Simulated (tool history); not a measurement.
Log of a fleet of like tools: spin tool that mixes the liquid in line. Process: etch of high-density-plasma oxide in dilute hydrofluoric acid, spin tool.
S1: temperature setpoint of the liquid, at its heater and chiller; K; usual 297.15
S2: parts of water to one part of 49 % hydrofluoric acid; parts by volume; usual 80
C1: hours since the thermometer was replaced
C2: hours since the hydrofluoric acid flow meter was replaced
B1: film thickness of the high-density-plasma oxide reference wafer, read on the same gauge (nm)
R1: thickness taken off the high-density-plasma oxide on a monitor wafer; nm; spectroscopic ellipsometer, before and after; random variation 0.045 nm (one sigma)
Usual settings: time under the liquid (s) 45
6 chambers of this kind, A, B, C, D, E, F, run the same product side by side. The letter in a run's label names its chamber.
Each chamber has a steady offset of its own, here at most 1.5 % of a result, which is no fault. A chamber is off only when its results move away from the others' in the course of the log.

{"run": "1F", "hour": 4.1, "S1": 297.15, "S2": 80, "time under the liquid (s)": 45, "C1": 437, "C2": 1135.8, "B1": 149.98, "R1": 4.9364}
{"run": "2A", "hour": 10.4, "S1": 297.15, "S2": 80, "time under the liquid (s)": 45, "C1": 407.1, "C2": 71.1, "B1": 150.01, "R1": 4.8803}
{"run": "3C", "hour": 15.7, "S1": 297.15, "S2": 80, "time under the liquid (s)": 45, "C1": 1219.8, "C2": 1883.9, "B1": 149.95, "R1": 4.9688}
{"run": "4D", "hour": 19.3, "S1": 297.15, "S2": 80, "time under the liquid (s)": 45, "C1": 381.3, "C2": 844.9, "B1": 150.01, "R1": 4.9404}
{"run": "5B", "hour": 24.6, "S1": 297.15, "S2": 80, "time under the liquid (s)": 45, "C1": 459.2, "C2": 1162.9, "B1": 150, "R1": 4.9547}
{"run": "6E", "hour": 30.6, "S1": 297.15, "S2": 80, "time under the liquid (s)": 45, "C1": 1332.5, "C2": 390.5, "B1": 150.05, "R1": 4.8932}
{"run": "7D", "hour": 35.2, "S1": 297.15, "S2": 80, "time under the liquid (s)": 45, "C1": 397.2, "C2": 860.8, "B1": 149.99, "R1": 4.928}
{"run": "8F", "hour": 39.8, "S1": 300.65, "S2": 80, "time under the liquid (s)": 25, "C1": 472.7, "C2": 1171.5, "B1": 150.03, "R1": 3.1305}
{"run": "9A", "hour": 43.7, "S1": 300.65, "S2": 80, "time under the liquid (s)": 25, "C1": 440.4, "C2": 104.4, "B1": 149.98, "R1": 3.1257}
{"run": "10B", "hour": 50.9, "S1": 300.65, "S2": 80, "time under the liquid (s)": 25, "C1": 485.5, "C2": 1189.2, "B1": 150.04, "R1": 3.1282}
{"run": "11C", "hour": 56.4, "S1": 300.65, "S2": 80, "time under the liquid (s)": 25, "C1": 1260.5, "C2": 1924.6, "B1": 150.07, "R1": 3.1463}
{"run": "12E", "hour": 60.4, "S1": 300.65, "S2": 80, "time under the liquid (s)": 25, "C1": 1362.3, "C2": 420.3, "B1": 150.04, "R1": 3.1486}
{"run": "13E", "hour": 65.0, "S1": 300.65, "S2": 80, "time under the liquid (s)": 25, "C1": 1366.9, "C2": 424.9, "B1": 149.97, "R1": 3.1484}
{"run": "14C", "hour": 70.2, "S1": 297.15, "S2": 95, "time under the liquid (s)": 30, "C1": 1274.3, "C2": 1938.4, "B1": 150, "R1": 2.7233}
{"run": "15D", "hour": 76.4, "S1": 297.15, "S2": 95, "time under the liquid (s)": 30, "C1": 438.4, "C2": 902, "B1": 150.04, "R1": 2.7214}
{"run": "16A", "hour": 80.5, "S1": 297.15, "S2": 95, "time under the liquid (s)": 30, "C1": 477.2, "C2": 141.2, "B1": 149.97, "R1": 2.6866}
{"run": "17B", "hour": 85.6, "S1": 297.15, "S2": 95, "time under the liquid (s)": 30, "C1": 520.2, "C2": 1223.9, "B1": 150.05, "R1": 2.7397}
{"run": "18F", "hour": 92.4, "S1": 297.15, "S2": 95, "time under the liquid (s)": 30, "C1": 525.3, "C2": 1224.1, "B1": 149.99, "R1": 2.6715}
{"run": "19D", "hour": 99.6, "S1": 297.15, "S2": 95, "time under the liquid (s)": 30, "C1": 461.6, "C2": 925.2, "B1": 149.99, "R1": 2.6944}
{"run": "20B", "hour": 103.3, "S1": 297.15, "S2": 80, "time under the liquid (s)": 45, "C1": 537.9, "C2": 1241.6, "B1": 150, "R1": 5.0135}
{"run": "21F", "hour": 110.4, "S1": 297.15, "S2": 80, "time under the liquid (s)": 45, "C1": 543.3, "C2": 1242.1, "B1": 149.96, "R1": 4.8888}
{"hour": 114.3, "done": "chamber F: hydrofluoric acid flow meter replaced"}
{"run": "22E", "hour": 114.6, "S1": 297.15, "S2": 80, "time under the liquid (s)": 45, "C1": 1416.5, "C2": 474.5, "B1": 149.99, "R1": 4.8117}
{"run": "23C", "hour": 121.5, "S1": 297.15, "S2": 80, "time under the liquid (s)": 45, "C1": 1325.6, "C2": 1989.7, "B1": 149.98, "R1": 4.9399}
{"run": "24A", "hour": 128.1, "S1": 297.15, "S2": 80, "time under the liquid (s)": 45, "C1": 524.8, "C2": 188.8, "B1": 149.96, "R1": 4.9612}
{"run": "25C", "hour": 136.1, "S1": 297.15, "S2": 80, "time under the liquid (s)": 45, "C1": 1340.2, "C2": 2004.3, "B1": 149.99, "R1": 4.9517}
{"run": "26B", "hour": 140.8, "S1": 297.15, "S2": 80, "time under the liquid (s)": 45, "C1": 575.4, "C2": 1279.1, "B1": 149.95, "R1": 5.042}
{"run": "27F", "hour": 148.7, "S1": 297.15, "S2": 80, "time under the liquid (s)": 45, "C1": 581.6, "C2": 34.5, "B1": 150.04, "R1": 4.7257}
{"run": "28D", "hour": 156.4, "S1": 297.15, "S2": 80, "time under the liquid (s)": 45, "C1": 518.4, "C2": 982, "B1": 149.97, "R1": 4.8747}
{"run": "29A", "hour": 159.9, "S1": 297.15, "S2": 80, "time under the liquid (s)": 45, "C1": 556.6, "C2": 220.6, "B1": 149.99, "R1": 4.9745}
{"run": "30E", "hour": 166.2, "S1": 297.15, "S2": 65, "time under the liquid (s)": 45, "C1": 1468.1, "C2": 526.1, "B1": 149.98, "R1": 6.0929}
{"run": "31C", "hour": 172.1, "S1": 297.15, "S2": 65, "time under the liquid (s)": 45, "C1": 1376.2, "C2": 2040.3, "B1": 150.01, "R1": 6.1935}
{"run": "32D", "hour": 178.8, "S1": 297.15, "S2": 65, "time under the liquid (s)": 45, "C1": 540.8, "C2": 1004.4, "B1": 150.01, "R1": 6.228}
{"run": "33B", "hour": 185.2, "S1": 297.15, "S2": 65, "time under the liquid (s)": 45, "C1": 619.8, "C2": 1323.5, "B1": 149.98, "R1": 6.3112}
{"run": "34E", "hour": 189.2, "S1": 297.15, "S2": 65, "time under the liquid (s)": 45, "C1": 1491.1, "C2": 549.1, "B1": 149.99, "R1": 6.0887}
{"run": "35F", "hour": 196.3, "S1": 297.15, "S2": 65, "time under the liquid (s)": 45, "C1": 629.2, "C2": 82.1, "B1": 150, "R1": 5.7831}
{"run": "36A", "hour": 203.8, "S1": 297.15, "S2": 80, "time under the liquid (s)": 45, "C1": 600.5, "C2": 264.5, "B1": 149.99, "R1": 5.0042}

Is one chamber off against the others, does the gauge drift, or is nothing wrong? If a chamber is off, say which, and what the likeliest cause is.

Chamber F drifts away from the others.
Cause: liquid colder than its thermometer reads (K) = 1.59.

Here are 4 candidates for chamber F's next run, each the usual settings with a change, their results left as question marks. Which one brings its results back in line with what the others give on the usual settings?
In line means no further than this from the other chambers' mean on the usual settings: R1 0.16 nm
{"run": "37F-1", "hour": 209.5, "S1": 297.15, "S2": 85, "time under the liquid (s)": 45, "R1": "?"}
{"run": "37F-2", "hour": 209.5, "S1": 297.65, "S2": 80, "time under the liquid (s)": 45, "R1": "?"}
{"run": "37F-3", "hour": 209.5, "S1": 296.65, "S2": 80, "time under the liquid (s)": 45, "R1": "?"}
{"run": "37F-4", "hour": 209.5, "S1": 297.15, "S2": 75, "time under the liquid (s)": 45, "R1": "?"}

The other chambers' mean on the usual settings: R1 4.9313 nm
run=37F-1 R1=4.2774
run=37F-2 R1=4.6662
run=37F-3 R1=4.4798
run=37F-4 R1=4.9069
37F-4 brings the chamber back in line.
